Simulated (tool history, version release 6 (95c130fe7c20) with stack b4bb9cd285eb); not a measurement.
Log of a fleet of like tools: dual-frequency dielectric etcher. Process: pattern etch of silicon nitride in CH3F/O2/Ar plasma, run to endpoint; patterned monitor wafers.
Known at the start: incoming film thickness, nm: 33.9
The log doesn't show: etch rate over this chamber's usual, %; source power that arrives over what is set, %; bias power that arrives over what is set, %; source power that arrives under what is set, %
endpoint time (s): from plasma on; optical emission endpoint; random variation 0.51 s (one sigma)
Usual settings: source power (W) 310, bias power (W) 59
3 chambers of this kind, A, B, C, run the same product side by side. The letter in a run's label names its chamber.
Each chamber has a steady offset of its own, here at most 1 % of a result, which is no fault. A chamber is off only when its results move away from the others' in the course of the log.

| run | day | source power (W) | bias power (W) | hours since the last wet clean | hours since the last source power generator calibration | hours since the last bias power generator calibration | endpoint time (s) |
|---|---|---|---|---|---|---|---|
|  | 0.054 | chamber A: wet clean of the chamber |
| 1A | 0.188 | 310 | 59 | 3.2 | 1029.4 | 3808.5 | 58.797 |
| 2B | 0.417 | 310 | 59 | 336.6 | 293.4 | 2461.5 | 57.864 |
| 3C | 0.538 | 310 | 59 | 200.3 | 3724.2 | 4350.3 | 57.786 |
| 4C | 0.762 | 310 | 59 | 205.7 | 3729.6 | 4355.7 | 58.029 |
| 5B | 0.958 | 260 | 48 | 349.6 | 306.4 | 2474.5 | 67.157 |
| 6A | 1.179 | 260 | 48 | 27.0 | 1053.2 | 3832.3 | 65.422 |
| 7C | 1.304 | 260 | 48 | 218.7 | 3742.6 | 4368.7 | 65.038 |
| 8B | 1.408 | 310 | 59 | 360.4 | 317.2 | 2485.3 | 58.085 |
| 9A | 1.571 | 310 | 59 | 36.4 | 1062.6 | 3841.7 | 58.169 |
| 10B | 1.775 | 310 | 59 | 369.2 | 326.0 | 2494.1 | 58.910 |
| 11C | 1.929 | 310 | 59 | 233.7 | 3757.6 | 4383.7 | 58.556 |
| 12A | 2.154 | 310 | 59 | 50.4 | 1076.6 | 3855.7 | 58.281 |
| 13C | 2.325 | 310 | 59 | 243.2 | 3767.1 | 4393.2 | 57.689 |
| 14B | 2.517 | 310 | 59 | 387.0 | 343.8 | 2511.9 | 58.176 |
| 15A | 2.708 | 310 | 59 | 63.7 | 1089.9 | 3869.0 | 57.612 |
| 16C | 2.846 | 310 | 59 | 255.7 | 3779.6 | 4405.7 | 57.714 |
| 17B | 3.012 | 310 | 50 | 398.9 | 355.7 | 2523.8 | 61.851 |
| 18A | 3.212 | 310 | 50 | 75.8 | 1102.0 | 3881.1 | 62.020 |
| 19C | 3.358 | 310 | 50 | 268.0 | 3791.9 | 4418.0 | 61.617 |
| 20A | 3.496 | 370 | 59 | 82.6 | 1108.8 | 3887.9 | 53.575 |
| 21B | 3.654 | 370 | 59 | 414.3 | 371.1 | 2539.2 | 54.234 |
| 22B | 3.833 | 370 | 59 | 418.6 | 375.4 | 2543.5 | 54.781 |
| 23C | 4.058 | 270 | 48 | 284.8 | 3808.7 | 4434.8 | 64.977 |
| 24A | 4.258 | 270 | 48 | 100.9 | 1127.1 | 3906.2 | 65.893 |
| 25C | 4.429 | 270 | 48 | 293.7 | 3817.6 | 4443.7 | 64.221 |
| 26A | 4.608 | 310 | 59 | 109.3 | 1135.5 | 3914.6 | 57.771 |
| 27B | 4.733 | 310 | 59 | 440.2 | 397.0 | 2565.1 | 57.348 |

What goes on in this fleet: one chamber off, a drifting gauge, or nothing beyond the chambers' own small offsets? Name the chamber and the cause, if any.

No chamber stands off beyond its own small offset, and the gauge holds steady.
